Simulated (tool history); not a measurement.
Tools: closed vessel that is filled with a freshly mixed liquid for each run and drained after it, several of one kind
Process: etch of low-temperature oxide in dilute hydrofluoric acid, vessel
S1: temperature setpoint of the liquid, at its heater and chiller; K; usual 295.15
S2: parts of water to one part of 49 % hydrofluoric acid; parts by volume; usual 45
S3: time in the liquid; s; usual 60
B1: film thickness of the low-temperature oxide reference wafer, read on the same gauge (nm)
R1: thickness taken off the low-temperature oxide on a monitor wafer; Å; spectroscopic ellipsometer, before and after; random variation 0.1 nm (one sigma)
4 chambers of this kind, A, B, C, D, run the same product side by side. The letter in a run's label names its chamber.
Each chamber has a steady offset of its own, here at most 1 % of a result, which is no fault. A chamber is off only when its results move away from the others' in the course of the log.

{"run": "1C", "hour": 5.3, "S1": 295.15, "S2": 45, "S3": 60, "B1": 90.007, "R1": 276.04}
{"run": "2D", "hour": 10.8, "S1": 295.15, "S2": 45, "S3": 60, "B1": 90.004, "R1": 274.67}
{"run": "3A", "hour": 18.7, "S1": 295.15, "S2": 45, "S3": 60, "B1": 90.021, "R1": 271.95}
{"run": "4B", "hour": 24.6, "S1": 295.15, "S2": 45, "S3": 60, "B1": 90.004, "R1": 272.66}
{"run": "5D", "hour": 31.1, "S1": 295.15, "S2": 45, "S3": 60, "B1": 89.984, "R1": 275.38}
{"run": "6B", "hour": 36.4, "S1": 295.15, "S2": 45, "S3": 60, "B1": 89.986, "R1": 271.49}
{"run": "7C", "hour": 40.1, "S1": 295.15, "S2": 45, "S3": 60, "B1": 89.985, "R1": 275.66}
{"run": "8A", "hour": 46.5, "S1": 295.15, "S2": 45, "S3": 60, "B1": 90.012, "R1": 272.98}
{"run": "9D", "hour": 52.0, "S1": 295.15, "S2": 45, "S3": 60, "B1": 90.026, "R1": 275.36}
{"run": "10C", "hour": 58.6, "S1": 295.15, "S2": 55, "S3": 60, "B1": 89.98, "R1": 221.98}
{"run": "11B", "hour": 66.3, "S1": 295.15, "S2": 55, "S3": 60, "B1": 90.034, "R1": 220.59}
{"run": "12A", "hour": 73.9, "S1": 295.15, "S2": 55, "S3": 60, "B1": 89.983, "R1": 223.38}
{"run": "13C", "hour": 78.2, "S1": 295.15, "S2": 55, "S3": 60, "B1": 89.947, "R1": 221.24}
{"run": "14D", "hour": 85.5, "S1": 297.15, "S2": 45, "S3": 45, "B1": 90.002, "R1": 222.84}
{"run": "15B", "hour": 90.5, "S1": 297.15, "S2": 45, "S3": 45, "B1": 90.002, "R1": 222.8}
{"run": "16A", "hour": 94.7, "S1": 297.15, "S2": 45, "S3": 45, "B1": 89.985, "R1": 223.71}
{"run": "17D", "hour": 99.9, "S1": 297.15, "S2": 45, "S3": 45, "B1": 90.011, "R1": 222.96}
{"run": "18A", "hour": 107.3, "S1": 295.15, "S2": 45, "S3": 60, "B1": 90.006, "R1": 277.66}
{"run": "19B", "hour": 113.6, "S1": 295.15, "S2": 45, "S3": 60, "B1": 90.005, "R1": 272.65}
{"run": "20C", "hour": 118.1, "S1": 295.15, "S2": 45, "S3": 60, "B1": 89.999, "R1": 273.93}
{"run": "21C", "hour": 123.7, "S1": 295.15, "S2": 45, "S3": 60, "B1": 90.048, "R1": 273.53}
{"run": "22D", "hour": 130.4, "S1": 295.15, "S2": 45, "S3": 60, "B1": 90.004, "R1": 275.37}
{"run": "23B", "hour": 137.2, "S1": 295.15, "S2": 45, "S3": 60, "B1": 89.99, "R1": 271.44}
{"run": "24A", "hour": 142.0, "S1": 295.15, "S2": 45, "S3": 60, "B1": 90.022, "R1": 280.56}

What goes on in this fleet: one chamber off, a drifting gauge, or nothing beyond the chambers' own small offsets? Name the chamber and the cause, if any.

Chamber A drifts away from the others.
Cause: liquid hotter than its thermometer reads (K) = 0.597.
The log may not tell that from: hydrofluoric acid flow above the setpoint (%).

Here are 4 candidates for chamber A's next run, each the usual settings with a change, their results left as question marks. Which one brings its results back in line with what the others give on the usual settings?
In line means no further than this from the other chambers' mean on the usual settings: R1 3.60 Å
{"run": "25A-1", "hour": 147.7, "S1": 294.15, "S2": 45, "S3": 60, "R1": "?"}
{"run": "25A-2", "hour": 147.7, "S1": 296.15, "S2": 45, "S3": 60, "R1": "?"}
{"run": "25A-3", "hour": 147.7, "S1": 295.65, "S2": 45, "S3": 60, "R1": "?"}
{"run": "25A-4", "hour": 147.7, "S1": 294.65, "S2": 45, "S3": 60, "R1": "?"}

The other chambers' mean on the usual settings: R1 274.18 Å
run=25A-1 R1=268.53
run=25A-2 R1=291.80
run=25A-3 R1=285.81
run=25A-4 R1=274.23
25A-4 brings the chamber back in line.
